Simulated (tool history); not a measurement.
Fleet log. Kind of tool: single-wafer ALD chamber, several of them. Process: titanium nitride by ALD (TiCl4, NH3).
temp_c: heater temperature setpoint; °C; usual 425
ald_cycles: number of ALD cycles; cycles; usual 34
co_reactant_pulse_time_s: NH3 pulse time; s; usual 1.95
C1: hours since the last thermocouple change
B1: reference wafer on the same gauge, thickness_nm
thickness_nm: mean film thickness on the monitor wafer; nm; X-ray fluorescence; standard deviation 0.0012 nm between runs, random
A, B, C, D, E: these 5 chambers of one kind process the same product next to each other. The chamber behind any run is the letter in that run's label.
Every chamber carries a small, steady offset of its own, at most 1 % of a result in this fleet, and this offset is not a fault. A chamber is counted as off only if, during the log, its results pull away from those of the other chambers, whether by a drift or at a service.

Run 1E, hour 6.7: usual settings; C1 989.8; B1 0.78309. Result: thickness_nm 0.75923 nm.
Run 2D, hour 13.1: usual settings; C1 854.2; B1 0.78266. Result: thickness_nm 0.75772 nm.
Run 3A, hour 21.1: usual settings; C1 768.2; B1 0.78286. Result: thickness_nm 0.7508 nm.
Run 4C, hour 27.1: usual settings; C1 719; B1 0.78261. Result: thickness_nm 0.75085 nm.
Run 5B, hour 35.6: usual settings; C1 1912; B1 0.78187. Result: thickness_nm 0.75612 nm.
Run 6C, hour 43.8: usual settings; C1 735.7; B1 0.78209. Result: thickness_nm 0.74752 nm.
Run 7B, hour 47.9: usual settings but co_reactant_pulse_time_s 1.59 s; C1 1924.3; B1 0.78186. Result: thickness_nm 0.75245 nm.
Run 8A, hour 51.8: usual settings but co_reactant_pulse_time_s 1.59 s; C1 798.9; B1 0.78212. Result: thickness_nm 0.74722 nm.
Run 9E, hour 57.5: usual settings but co_reactant_pulse_time_s 1.59 s; C1 1040.6; B1 0.78191. Result: thickness_nm 0.7528 nm.
Run 10D, hour 65.3: usual settings but co_reactant_pulse_time_s 1.59 s; C1 906.4; B1 0.78164. Result: thickness_nm 0.75256 nm.
Run 11B, hour 69.4: usual settings but co_reactant_pulse_time_s 1.59 s; C1 1945.8; B1 0.7816. Result: thickness_nm 0.7534 nm.
Run 12E, hour 75.7: usual settings; C1 1058.8; B1 0.78146. Result: thickness_nm 0.76 nm.
Run 13A, hour 81.4: usual settings; C1 828.5; B1 0.78156. Result: thickness_nm 0.74895 nm.
Run 14D, hour 86.5: usual settings; C1 927.6; B1 0.78123. Result: thickness_nm 0.75293 nm.
Run 15C, hour 94: usual settings; C1 785.9; B1 0.78127. Result: thickness_nm 0.74577 nm.
Run 16A, hour 98.6: usual settings; C1 845.7; B1 0.78093. Result: thickness_nm 0.75223 nm.
Run 17D, hour 106.6: usual settings; C1 947.7; B1 0.7809. Result: thickness_nm 0.75579 nm.
Run 18C, hour 114.9: usual settings; C1 806.8; B1 0.78084. Result: thickness_nm 0.74399 nm.
Run 19E, hour 121: usual settings; C1 1104.1; B1 0.78105. Result: thickness_nm 0.75788 nm.
Run 20B, hour 126.9: usual settings; C1 2003.3; B1 0.78031. Result: thickness_nm 0.75605 nm.
Run 21E, hour 135.1: usual settings; C1 1118.2; B1 0.78039. Result: thickness_nm 0.75677 nm.
Run 22C, hour 139.7: usual settings; C1 831.6; B1 0.78012. Result: thickness_nm 0.7469 nm.
Run 23D, hour 146.5: usual settings; C1 987.6; B1 0.78029. Result: thickness_nm 0.75545 nm.
At hour 147.2: chamber D: thermocouple changed; heater temperature recalibrated.
Run 24B, hour 154.6: usual settings; C1 2031; B1 0.7799. Result: thickness_nm 0.75433 nm.
Run 25A, hour 162.2: usual settings but co_reactant_pulse_time_s 1.29 s; C1 909.3; B1 0.77994. Result: thickness_nm 0.74096 nm.
Run 26B, hour 167.1: usual settings but co_reactant_pulse_time_s 1.29 s; C1 2043.5; B1 0.77977. Result: thickness_nm 0.74552 nm.
At hour 170.5: chamber B: thermocouple changed; heater temperature recalibrated.
Run 27C, hour 175.1: usual settings but co_reactant_pulse_time_s 1.29 s; C1 867; B1 0.77972. Result: thickness_nm 0.73659 nm.
Run 28A, hour 179.2: usual settings but co_reactant_pulse_time_s 1.29 s; C1 926.3; B1 0.77929. Result: thickness_nm 0.73961 nm.
Run 29E, hour 184.1: usual settings but co_reactant_pulse_time_s 1.29 s; C1 1167.2; B1 0.77922. Result: thickness_nm 0.74745 nm.
Run 30D, hour 188.7: usual settings; C1 41.6; B1 0.77952. Result: thickness_nm 0.75271 nm.
Run 31E, hour 195.7: usual settings; C1 1178.8; B1 0.7789. Result: thickness_nm 0.75721 nm.
Run 32A, hour 203.6: usual settings; C1 950.7; B1 0.77886. Result: thickness_nm 0.74879 nm.
Run 33C, hour 208.6: usual settings; C1 900.5; B1 0.77904. Result: thickness_nm 0.74302 nm.
Run 34B, hour 217.2: usual settings; C1 46.7; B1 0.77873. Result: thickness_nm 0.7536 nm.
Run 35D, hour 222.7: usual settings; C1 75.6; B1 0.77894. Result: thickness_nm 0.75362 nm.
Run 36C, hour 228.1: usual settings; C1 920; B1 0.77813. Result: thickness_nm 0.74612 nm.
Run 37D, hour 235.4: usual settings; C1 88.3; B1 0.77852. Result: thickness_nm 0.75112 nm.
Run 38B, hour 241.4: usual settings; C1 70.9; B1 0.77828. Result: thickness_nm 0.75277 nm.
Run 39E, hour 248.5: usual settings; C1 1231.6; B1 0.77794. Result: thickness_nm 0.75662 nm.
Run 40A, hour 252.8: usual settings; C1 999.9; B1 0.7779. Result: thickness_nm 0.74647 nm.

Which is it: a chamber that has drifted or been left off by a service, a gauge drift common to all chambers, or only each chamber's usual small offset? If a chamber is off, name it and its likeliest cause.

The gauge drifts, so all chambers seem to drift together. No chamber is off.
Cause: gauge reads low (%) = 0.651.

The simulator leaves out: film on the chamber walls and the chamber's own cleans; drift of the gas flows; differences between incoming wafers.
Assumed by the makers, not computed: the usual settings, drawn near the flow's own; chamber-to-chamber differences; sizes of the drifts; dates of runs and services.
